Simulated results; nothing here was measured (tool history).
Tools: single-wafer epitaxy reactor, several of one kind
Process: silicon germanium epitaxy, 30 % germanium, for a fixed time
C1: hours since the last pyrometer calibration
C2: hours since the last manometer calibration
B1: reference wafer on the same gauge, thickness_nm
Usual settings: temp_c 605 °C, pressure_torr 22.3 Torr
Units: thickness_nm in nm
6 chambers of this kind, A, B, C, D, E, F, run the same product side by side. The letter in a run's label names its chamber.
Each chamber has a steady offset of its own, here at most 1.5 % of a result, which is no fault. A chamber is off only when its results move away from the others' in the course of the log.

Run 1E, hour 8.7: usual settings; C1 465.8; C2 1080.1; B1 74.823. Result: thickness_nm 67.615 nm.
Run 2B, hour 22.6: usual settings; C1 1845.7; C2 542.8; B1 74.829. Result: thickness_nm 66.841 nm.
Run 3F, hour 36.0: usual settings; C1 1730.5; C2 958.4; B1 74.784. Result: thickness_nm 67.895 nm.
Run 4D, hour 44.4: usual settings; C1 469.0; C2 191.8; B1 74.764. Result: thickness_nm 68.286 nm.
Run 5C, hour 53.4: usual settings; C1 1045.5; C2 921.2; B1 74.781. Result: thickness_nm 67.131 nm.
Run 6A, hour 62.1: usual settings; C1 1181.4; C2 724.4; B1 74.756. Result: thickness_nm 68.278 nm.
Run 7F, hour 76.6: usual settings; C1 1771.1; C2 999.0; B1 74.792. Result: thickness_nm 68.022 nm.
Run 8C, hour 91.5: usual settings; C1 1083.6; C2 959.3; B1 74.826. Result: thickness_nm 67.250 nm.
Run 9B, hour 104.5: usual settings; C1 1927.6; C2 624.7; B1 74.815. Result: thickness_nm 67.039 nm.
Run 10E, hour 118.5: usual settings; C1 575.6; C2 1189.9; B1 74.792. Result: thickness_nm 67.635 nm.
Run 11D, hour 134.1: usual settings; C1 558.7; C2 281.5; B1 74.800. Result: thickness_nm 68.147 nm.
Run 12A, hour 144.5: usual settings; C1 1263.8; C2 806.8; B1 74.743. Result: thickness_nm 68.410 nm.
At hour 152.6: chamber A: pyrometer calibrated.
Run 13C, hour 158.5: usual settings; C1 1150.6; C2 1026.3; B1 74.763. Result: thickness_nm 67.023 nm.
Run 14A, hour 170.2: usual settings; C1 17.6; C2 832.5; B1 74.798. Result: thickness_nm 68.324 nm.
Run 15E, hour 182.4: usual settings but pressure_torr 19.6 Torr; C1 639.5; C2 1253.8; B1 74.824. Result: thickness_nm 64.044 nm.
Run 16D, hour 190.5: usual settings but pressure_torr 19.6 Torr; C1 615.1; C2 337.9; B1 74.832. Result: thickness_nm 64.887 nm.
Run 17F, hour 201.4: usual settings but pressure_torr 19.6 Torr; C1 1895.9; C2 1123.8; B1 74.814. Result: thickness_nm 64.090 nm.
At hour 201.5: chamber A: capacitance manometer re-zeroed and calibrated.
Run 18B, hour 215.7: usual settings but pressure_torr 19.6 Torr; C1 2038.8; C2 735.9; B1 74.795. Result: thickness_nm 63.563 nm.
Run 19F, hour 228.9: usual settings but pressure_torr 19.6 Torr; C1 1923.4; C2 1151.3; B1 74.814. Result: thickness_nm 63.749 nm.
Run 20B, hour 237.5: usual settings but pressure_torr 19.6 Torr; C1 2060.6; C2 757.7; B1 74.796. Result: thickness_nm 63.573 nm.
Run 21C, hour 249.8: usual settings; C1 1241.9; C2 1117.6; B1 74.778. Result: thickness_nm 67.097 nm.
Run 22E, hour 257.2: usual settings; C1 714.3; C2 1328.6; B1 74.745. Result: thickness_nm 67.710 nm.
Run 23A, hour 266.1: usual settings; C1 113.5; C2 64.6; B1 74.773. Result: thickness_nm 68.424 nm.
Run 24D, hour 277.1: usual settings; C1 701.7; C2 424.5; B1 74.814. Result: thickness_nm 68.571 nm.
Run 25D, hour 291.9: usual settings; C1 716.5; C2 439.3; B1 74.850. Result: thickness_nm 68.311 nm.
Run 26B, hour 303.0: usual settings; C1 2126.1; C2 823.2; B1 74.806. Result: thickness_nm 66.819 nm.
Run 27E, hour 311.2: usual settings; C1 768.3; C2 1382.6; B1 74.804. Result: thickness_nm 67.416 nm.
Run 28A, hour 321.9: usual settings; C1 169.3; C2 120.4; B1 74.794. Result: thickness_nm 68.271 nm.
Run 29F, hour 335.3: usual settings but pressure_torr 17.6 Torr; C1 2029.8; C2 1257.7; B1 74.756. Result: thickness_nm 60.726 nm.
Run 30C, hour 347.9: usual settings but pressure_torr 17.6 Torr; C1 1340.0; C2 1215.7; B1 74.798. Result: thickness_nm 61.326 nm.
Run 31C, hour 356.8: usual settings but pressure_torr 17.6 Torr; C1 1348.9; C2 1224.6; B1 74.807. Result: thickness_nm 61.446 nm.
At hour 364.3: chamber B: pyrometer calibrated.
Run 32B, hour 368.1: usual settings but pressure_torr 17.6 Torr; C1 3.8; C2 888.3; B1 74.749. Result: thickness_nm 61.021 nm.
Run 33E, hour 379.3: usual settings but pressure_torr 17.6 Torr; C1 836.4; C2 1450.7; B1 74.773. Result: thickness_nm 61.072 nm.
Run 34F, hour 387.3: usual settings but pressure_torr 17.6 Torr; C1 2081.8; C2 1309.7; B1 74.797. Result: thickness_nm 60.361 nm.
Run 35D, hour 402.1: usual settings; C1 826.7; C2 549.5; B1 74.793. Result: thickness_nm 68.151 nm.
Run 36A, hour 413.4: usual settings; C1 260.8; C2 211.9; B1 74.779. Result: thickness_nm 68.312 nm.
Run 37F, hour 424.1: usual settings; C1 2118.6; C2 1346.5; B1 74.808. Result: thickness_nm 66.358 nm.
Run 38E, hour 431.1: usual settings; C1 888.2; C2 1502.5; B1 74.800. Result: thickness_nm 67.281 nm.
Run 39C, hour 443.1: usual settings; C1 1435.2; C2 1310.9; B1 74.826. Result: thickness_nm 67.499 nm.
Run 40B, hour 458.8: usual settings; C1 94.5; C2 979.0; B1 74.841. Result: thickness_nm 67.157 nm.
Run 41D, hour 468.9: usual settings; C1 893.5; C2 616.3; B1 74.803. Result: thickness_nm 67.917 nm.
Run 42A, hour 476.2: usual settings; C1 323.6; C2 274.7; B1 74.736. Result: thickness_nm 68.469 nm.

Next, every chamber runs the same settings. What will each give?
Run 43A, hour 487.4: usual settings but temp_c 591 °C. Result: thickness_nm ?.
Run 43B, hour 487.4: usual settings but temp_c 591 °C. Result: thickness_nm ?.
Run 43C, hour 487.4: usual settings but temp_c 591 °C. Result: thickness_nm ?.
Run 43D, hour 487.4: usual settings but temp_c 591 °C. Result: thickness_nm ?.
Run 43E, hour 487.4: usual settings but temp_c 591 °C. Result: thickness_nm ?.
Run 43F, hour 487.4: usual settings but temp_c 591 °C. Result: thickness_nm ?.

run  thickness_nm
43A        52.668
43B        51.892
43C        51.688
43D        52.827
43E        51.951
43F        51.149
